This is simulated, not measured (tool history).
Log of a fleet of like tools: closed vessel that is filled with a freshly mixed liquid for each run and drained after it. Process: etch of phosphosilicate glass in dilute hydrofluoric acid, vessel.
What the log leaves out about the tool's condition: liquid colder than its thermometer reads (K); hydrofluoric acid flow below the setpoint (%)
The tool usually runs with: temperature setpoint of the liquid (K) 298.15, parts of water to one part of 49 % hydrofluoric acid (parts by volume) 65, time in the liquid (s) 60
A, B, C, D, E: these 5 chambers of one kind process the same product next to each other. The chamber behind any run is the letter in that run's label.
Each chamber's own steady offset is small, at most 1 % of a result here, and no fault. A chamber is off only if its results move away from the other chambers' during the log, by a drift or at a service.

run,hour,temperature setpoint of the liquid (K),parts of water to one part of 49 % hydrofluoric acid (parts by volume),time in the liquid (s),hours since the thermometer was replaced,hours since the hydrofluoric acid flow meter was replaced,"read-back film thickness of the phosphosilicate glass reference wafer, read on the same gauge (nm)",thickness taken off the phosphosilicate glass on a monitor wafer (angstrom)
1A,6,298.15,65,60,1259.2,293.3,69.98,656.23
2D,9.9,298.15,65,60,239.7,998.2,70.011,662.83
3B,12.8,298.15,65,60,2254.5,198.2,69.997,653.38
4C,15.7,298.15,65,60,1502.1,507.8,70.01,654.78
5E,21.8,294.15,40,60,210,479.8,70.013,940.9
6E,25.4,294.15,40,60,213.6,483.4,69.995,941.55
7D,30.6,294.15,40,60,260.4,1018.9,70.042,939.56
8B,33.9,294.15,40,60,2275.6,219.3,70.029,915.45
9C,38.3,294.15,40,60,1524.7,530.4,70.013,943.7
10A,41.5,298.15,65,60,1294.7,328.8,69.966,657.03
11A,44.6,302.65,80,60,1297.8,331.9,70.012,627.34
12E,50.8,302.65,80,60,239,508.8,69.981,616.81
13C,55.1,302.65,80,60,1541.5,547.2,69.973,615.85
14D,61.5,302.65,80,60,291.3,1049.8,69.977,627.71
15B,67.3,302.65,80,60,2309,252.7,70.05,623.52
16E,70.6,298.15,65,60,258.8,528.6,69.983,655.21
17C,74.3,300.65,75,60,1560.7,566.4,69.972,620.35
18D,78.2,300.65,75,60,308,1066.5,70.035,624.02
19B,82.5,300.65,75,60,2324.2,267.9,69.999,617.09
20A,87.7,300.65,75,60,1340.9,375,70.021,621.15
21E,93.5,300.65,75,60,281.7,551.5,70.036,615.54
22D,98.8,298.15,65,60,328.6,1087.1,70.034,667.93
23C,101.8,298.15,65,60,1588.2,593.9,69.986,661.83
24A,104.8,302.15,65,85,1358,392.1,69.993,1091.9
25B,110.3,302.15,65,85,2352,295.7,70.03,1084.1
26C,113.5,302.15,65,85,1599.9,605.6,70.019,1086.1
27A,118.9,302.15,65,85,1372.1,406.2,69.99,1082.6
28D,124.3,302.15,65,85,354.1,1112.6,70.019,1091.8
29E,127.2,298.15,65,60,315.4,585.2,69.957,640.69
30B,130.5,298.15,65,60,2372.2,315.9,70.001,652.2
31A,134.4,298.15,65,60,1387.6,421.7,70.03,652.31
32D,137.7,298.15,65,60,367.5,1126,69.998,661.05
33E,141.1,298.15,65,60,329.3,599.1,70.036,635.87
34C,146.1,298.15,65,60,1632.5,638.2,70.02,657.91
35B,150.8,298.15,65,60,2392.5,336.2,69.996,655.49
36A,153.7,298.15,65,60,1406.9,441,69.999,652.5
37D,158.9,298.15,65,60,388.7,1147.2,70.023,664
38E,165.4,298.15,65,60,353.6,623.4,70.048,626.78
39C,168.7,298.15,65,60,1655.1,660.8,70.009,659.95
40B,173.6,298.15,50,60,2415.3,359,69.994,858.39
41E,176.8,298.15,50,60,365,634.8,69.957,835.03
42B,182.2,298.15,50,60,2423.9,367.6,70.015,864.67
43D,187.9,298.15,50,60,417.7,1176.2,70.01,881.77
44A,193.2,298.15,50,60,1446.4,480.5,70.035,867.87

Is one chamber out of step, is the gauge drifting, or do the chambers differ by no more than their own small offsets? For an off chamber, give its letter and the likeliest cause.

Little by little, chamber E moves away from the other chambers.
What lies behind it: hydrofluoric acid flow below the setpoint (%) = 4.97.
Not necessarily distinguishable in this log from: liquid colder than its thermometer reads (K).

Chamber E could run next with any of the 4 candidate recipes listed below; each alters the usual settings, and their results appear as question marks. Which one brings its results back in line with what the other chambers deliver on the usual settings?
A result is in line if it is within this distance of the other chambers' mean on the usual settings: thickness taken off the phosphosilicate glass on a monitor wafer (angstrom) 8.8
45E-1,197.9,299.65,65,60,,,,?
45E-2,197.9,298.15,65,65,,,,?
45E-3,197.9,298.15,65,55,,,,?
45E-4,197.9,296.65,65,60,,,,?

Other chambers, usual settings, mean: thickness taken off the phosphosilicate glass on a monitor wafer (angstrom) 656.85
run,thickness taken off the phosphosilicate glass on a monitor wafer (angstrom)
45E-1,660.16
45E-2,673.28
45E-3,569.7
45E-4,584.64
With 45E-1, the chamber falls back in line with the rest.
